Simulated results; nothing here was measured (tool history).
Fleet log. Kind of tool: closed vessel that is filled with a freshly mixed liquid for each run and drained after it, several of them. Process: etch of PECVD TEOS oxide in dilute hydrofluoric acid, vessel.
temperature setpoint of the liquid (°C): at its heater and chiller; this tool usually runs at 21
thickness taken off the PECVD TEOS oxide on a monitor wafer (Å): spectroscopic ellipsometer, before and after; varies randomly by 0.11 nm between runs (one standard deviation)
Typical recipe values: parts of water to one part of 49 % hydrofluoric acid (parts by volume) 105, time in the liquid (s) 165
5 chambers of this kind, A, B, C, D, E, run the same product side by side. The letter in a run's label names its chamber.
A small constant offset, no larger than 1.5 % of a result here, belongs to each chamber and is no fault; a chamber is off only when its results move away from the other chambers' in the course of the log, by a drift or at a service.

run    day  temperature setpoint of the liquid (°C)  parts of water to one part of 49 % hydrofluoric acid (parts by volume)  time in the liquid (s)  hours since the thermometer was replaced  hours since the hydrofluoric acid flow meter was replaced  read-back film thickness of the PECVD TEOS oxide reference wafer, read on the same gauge (nm)  thickness taken off the PECVD TEOS oxide on a monitor wafer (Å)
 1A  0.200                                       21                                                                     105                     165                                     895.3                                                      561.8                                                                                         150.03                                                           303.30
 2E  0.442                                       21                                                                     105                     165                                     928.1                                                      651.0                                                                                         149.99                                                           305.71
 3D  0.650                                       21                                                                     105                     165                                     449.2                                                      146.7                                                                                         150.02                                                           306.86
 4B  0.942                                       21                                                                     105                     165                                    2045.1                                                      483.5                                                                                         150.03                                                           302.55
 5C  1.167                                       21                                                                     105                     165                                     986.7                                                     1011.7                                                                                         150.00                                                           300.00
 6E  1.362                                       21                                                                     105                     165                                     950.2                                                      673.1                                                                                         149.99                                                           305.65
 7A  1.650                                       21                                                                     105                     165                                     930.1                                                      596.6                                                                                         150.00                                                           300.93
     1.812  -- chamber E: hydrofluoric acid flow meter replaced
 8C  1.883                                       21                                                                     105                     165                                    1003.9                                                     1028.9                                                                                         149.98                                                           300.50
 9B  2.033                                       21                                                                     105                     165                                    2071.3                                                      509.7                                                                                         150.01                                                           299.73
10D  2.288                                       21                                                                     105                     165                                     488.5                                                      186.0                                                                                         150.00                                                           305.18
11A  2.462                                       21                                                                     105                     165                                     949.6                                                      616.1                                                                                         149.99                                                           302.27
12C  2.667                                       21                                                                     105                     165                                    1022.7                                                     1047.7                                                                                         149.99                                                           300.28
13E  2.829                                       21                                                                     105                     165                                     985.4                                                       24.5                                                                                         150.02                                                           303.16
14B  3.071                                       21                                                                     105                     165                                    2096.2                                                      534.6                                                                                         150.00                                                           299.32
15D  3.371                                       21                                                                     105                     165                                     514.5                                                      212.0                                                                                         150.01                                                           305.33
16A  3.692                                       21                                                                     105                     165                                     979.1                                                      645.6                                                                                         150.02                                                           303.05
17C  3.883                                       21                                                                     105                     110                                    1051.9                                                     1076.9                                                                                         150.00                                                           201.50
18E  4.075                                       21                                                                     105                     110                                    1015.3                                                       54.4                                                                                         150.00                                                           202.73
19B  4.275                                       21                                                                     105                     110                                    2125.1                                                      563.5                                                                                         150.02                                                           200.76
     4.329  -- chamber A: thermometer replaced
20D  4.575                                       21                                                                     105                     110                                     543.4                                                      240.9                                                                                         150.02                                                           203.73
21D  4.804                                       21                                                                     105                     110                                     548.9                                                      246.4                                                                                         149.97                                                           203.71
22E  4.992                                       21                                                                      85                      80                                    1037.3                                                       76.4                                                                                         150.00                                                           185.74
23B  5.325                                       21                                                                      85                      80                                    2150.3                                                      588.7                                                                                         150.00                                                           183.62
24C  5.496                                       21                                                                      85                      80                                    1090.6                                                     1115.6                                                                                         150.04                                                           183.33
25A  5.688                                       21                                                                      85                      80                                      32.7                                                      693.5                                                                                         150.00                                                           184.87
26D  6.000                                       21                                                                      85                      80                                     577.6                                                      275.1                                                                                         150.01                                                           188.22
27E  6.262                                       21                                                                     105                     165                                    1067.8                                                      106.9                                                                                         149.96                                                           304.69
28C  6.504                                       21                                                                      60                     165                                    1114.8                                                     1139.8                                                                                         149.99                                                           552.96
29A  6.692                                       21                                                                      60                     165                                      56.8                                                      717.6                                                                                         150.02                                                           568.43
30B  6.842                                       21                                                                      60                     165                                    2186.7                                                      625.1                                                                                         150.00                                                           562.08
31A  7.138                                       21                                                                      60                     165                                      67.5                                                      728.3                                                                                         150.02                                                           565.87
32E  7.429                                       21                                                                      60                     165                                    1095.8                                                      134.9                                                                                         149.99                                                           558.04

All 5 chambers run these settings next. Forecast each chamber's results:
33A  7.671                                       21                                                                     105                     255                                                                                                                                                                                                                                                                    ?
33B  7.671                                       21                                                                     105                     255                                                                                                                                                                                                                                                                    ?
33C  7.671                                       21                                                                     105                     255                                                                                                                                                                                                                                                                    ?
33D  7.671                                       21                                                                     105                     255                                                                                                                                                                                                                                                                    ?
33E  7.671                                       21                                                                     105                     255                                                                                                                                                                                                                                                                    ?

run  thickness taken off the PECVD TEOS oxide on a monitor wafer (Å)
33A                                                           468.30
33B                                                           463.41
33C                                                           463.73
33D                                                           470.96
33E                                                           471.50
